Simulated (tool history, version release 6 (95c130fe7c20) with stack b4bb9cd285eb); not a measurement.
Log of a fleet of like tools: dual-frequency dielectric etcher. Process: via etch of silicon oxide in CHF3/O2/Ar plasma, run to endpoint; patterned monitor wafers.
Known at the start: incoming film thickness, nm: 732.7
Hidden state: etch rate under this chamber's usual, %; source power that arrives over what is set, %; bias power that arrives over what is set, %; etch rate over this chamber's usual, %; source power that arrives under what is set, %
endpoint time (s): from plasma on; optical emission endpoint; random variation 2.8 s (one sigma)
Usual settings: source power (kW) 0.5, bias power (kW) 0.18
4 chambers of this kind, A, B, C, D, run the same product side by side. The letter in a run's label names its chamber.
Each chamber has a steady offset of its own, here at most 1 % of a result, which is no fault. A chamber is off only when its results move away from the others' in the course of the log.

run   hour  source power (kW)  bias power (kW)  hours since the last wet clean  hours since the last source power generator calibration  hours since the last bias power generator calibration  endpoint time (s)
 1B    6.9                0.5             0.18                           551.6                                                   1512.4                                                  184.7             399.62
 2C   13.4                0.5             0.18                            89.4                                                   3170.8                                                   63.4             398.73
 3A   18.9                0.5             0.18                           411.6                                                   2696.1                                                  786.1             406.04
 4D     25                0.5             0.18                            98.2                                                    468.4                                                   4262             391.95
      31.2  -- chamber B: wet clean of the chamber
 5A   33.9                0.5             0.18                           426.6                                                   2711.1                                                  801.1             404.15
 6D   42.2                0.5            0.162                           115.4                                                    485.6                                                 4279.2             407.45
 7C   49.8                0.5            0.162                           125.8                                                   3207.2                                                   99.8             417.03
 8B   56.8                0.5            0.162                            25.6                                                   1562.3                                                  234.6             410.21
 9C   63.7                0.5            0.162                           139.7                                                   3221.1                                                  113.7             405.72
10B     72                0.5             0.18                            40.8                                                   1577.5                                                  249.8             397.57
11D   78.8                0.5             0.18                             152                                                    522.2                                                 4315.8             399.02
12A   83.2               0.54             0.15                           475.9                                                   2760.4                                                  850.4             410.63
13C   89.4               0.54             0.15                           165.4                                                   3246.8                                                  139.4              405.2
14B   95.5               0.54             0.15                            64.3                                                     1601                                                  273.3             419.72
15D  103.8               0.54             0.15                             177                                                    547.2                                                 4340.8             410.31
16A  109.2                0.5             0.18                           501.9                                                   2786.4                                                  876.4              403.9
     117.7  -- chamber A: wet clean of the chamber
17C  118.6                0.5             0.18                           194.6                                                     3276                                                  168.6             391.47
18D  127.5                0.5             0.18                           200.7                                                    570.9                                                 4364.5             398.57
19A  131.8                0.5             0.18                            14.2                                                     2809                                                    899             394.14
20B  137.3                0.5             0.18                           106.1                                                   1642.8                                                  315.1             402.89
21D  142.4                0.5             0.18                           215.6                                                    585.8                                                 4379.4             393.63
22B  149.3                0.5             0.18                           118.1                                                   1654.8                                                  327.1             403.96
23C    155                0.5             0.18                             231                                                   3312.4                                                    205             384.65
24A    164                0.5             0.18                            46.4                                                   2841.2                                                  931.2             397.18
25A  172.1               0.55            0.145                            54.5                                                   2849.3                                                  939.3             412.34
26B  176.6               0.55            0.145                           145.4                                                   1682.1                                                  354.4             416.32
27C  181.4               0.55            0.145                           257.4                                                   3338.8                                                  231.4             399.43
28D  186.7               0.55            0.145                           259.9                                                    630.1                                                 4423.7             411.77
       190  -- chamber B: source power generator calibrated
29D  195.4                0.5             0.18                           268.6                                                    638.8                                                 4432.4             395.96
30C  201.4                0.5             0.18                           277.4                                                   3358.8                                                  251.4              385.5
31B  207.9                0.5             0.18                           176.7                                                     17.9                                                  385.7             406.75
32A  212.1                0.5             0.18                            94.5                                                   2889.3                                                  979.3             401.55
33B  219.3                0.5             0.18                           188.1                                                     29.3                                                  397.1             393.21
34A    229                0.5             0.18                           111.4                                                   2906.2                                                  996.2             398.08
35C  233.4                0.5             0.18                           309.4                                                   3390.8                                                  283.4             378.17

Next, every chamber runs the same settings. What will each give?
36A  240.4                0.5             0.18                                                                                                                                                                  ?
36B  240.4                0.5             0.18                                                                                                                                                                  ?
36C  240.4                0.5             0.18                                                                                                                                                                  ?
36D  240.4                0.5             0.18                                                                                                                                                                  ?

run  endpoint time (s)
36A             406.69
36B             397.15
36C              382.5
36D             392.67
